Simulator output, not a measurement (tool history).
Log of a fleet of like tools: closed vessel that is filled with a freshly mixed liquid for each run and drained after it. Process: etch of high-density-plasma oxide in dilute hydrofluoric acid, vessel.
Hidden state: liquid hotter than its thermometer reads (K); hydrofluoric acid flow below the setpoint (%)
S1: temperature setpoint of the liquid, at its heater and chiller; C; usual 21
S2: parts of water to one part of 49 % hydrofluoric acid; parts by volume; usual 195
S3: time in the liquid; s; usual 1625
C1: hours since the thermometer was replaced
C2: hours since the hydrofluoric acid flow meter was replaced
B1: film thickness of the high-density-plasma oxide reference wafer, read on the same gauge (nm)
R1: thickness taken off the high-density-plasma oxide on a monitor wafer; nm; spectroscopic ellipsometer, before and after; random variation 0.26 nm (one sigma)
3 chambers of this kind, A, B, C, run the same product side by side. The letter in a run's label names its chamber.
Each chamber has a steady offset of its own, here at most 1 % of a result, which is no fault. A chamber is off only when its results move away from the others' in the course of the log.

run	day	S1	S2	S3	C1	C2	B1	R1
1B	0.179	21	195	1625	574.6	591.9	150.02	58.172
2A	0.362	21	195	1625	247.9	1274.8	150	57.758
3C	0.646	21	195	1625	1061.8	129.8	150.01	58.286
4C	0.921	21	195	1625	1068.4	136.4	150	58.311
5A	1.212	21	195	1625	268.3	1295.2	149.98	58.059
6B	1.483	21	195	1625	605.9	623.2	149.99	57.951
7B	1.642	21	195	1625	609.7	627	150.02	57.863
8C	1.867	21	195	1625	1091.1	159.1	150.01	58.448
9A	2.062	21	195	1625	288.7	1315.6	150.01	57.915
10B	2.354	21	195	1625	626.8	644.1	150	57.234
11C	2.621	18.5	195	2065	1109.2	177.2	150.01	66.83
12A	2.833	18.5	195	2065	307.2	1334.1	150	66.506
13A	2.975	18.5	195	2065	310.6	1337.5	149.99	66.349
14C	3.15	21	245	1625	1121.9	189.9	150.01	43.821
15B	3.388	21	245	1625	651.6	668.9	150.03	42.874
16A	3.529	21	245	1625	323.9	1350.8	150	43.6
17C	3.692	21	195	1625	1134.9	202.9	149.99	58.704
18B	3.858	21	195	1625	662.9	680.2	150	56.644
19A	4.129	21	195	1625	338.3	1365.2	150.01	58.413
20C	4.429	21	195	1625	1152.6	220.6	150.01	58.511
21B	4.683	21	195	1625	682.7	700	149.99	56.026
22B	4.925	21	265	2090	688.5	705.8	150.02	49.089
23C	5.108	21	265	2090	1168.9	236.9	149.99	51.567
24A	5.258	21	265	2090	365.4	1392.3	150	50.64
25C	5.542	25.5	195	2520	1179.3	247.3	150	106.67
26B	5.808	25.5	195	2520	709.7	727	150.01	101.98
27A	6.012	25.5	195	2520	383.5	1410.4	149.97	106.17
28A	6.262	21	195	1625	389.5	1416.4	150.01	57.923
29B	6.404	21	195	1625	724	741.3	149.99	55.457
30C	6.629	21	195	1625	1205.4	273.4	149.98	58.704
31C	6.879	21	195	1625	1211.4	279.4	149.99	59.104

Is one chamber off against the others, does the gauge drift, or is nothing wrong? If a chamber is off, say which, and what the likeliest cause is.

Chamber B drifts away from the others.
Cause: hydrofluoric acid flow below the setpoint (%) = 5.05.
The log may not tell that from: liquid colder than its thermometer reads (K).

Here are 4 candidates for chamber B's next run, each the usual settings with a change, their results left as question marks. Which one brings its results back in line with what the others give on the usual settings?
In line means no further than this from the other chambers' mean on the usual settings: R1 0.93 nm
32B-1	7.104	21	195	1670				?
32B-2	7.104	19.5	195	1625				?
32B-3	7.104	21	200	1625				?
32B-4	7.104	21	195	1720				?

The other chambers' mean on the usual settings: R1 58.119 nm
run	R1
32B-1	56.319
32B-2	51.736
32B-3	53.151
32B-4	58.006
32B-4 brings the chamber back in line.
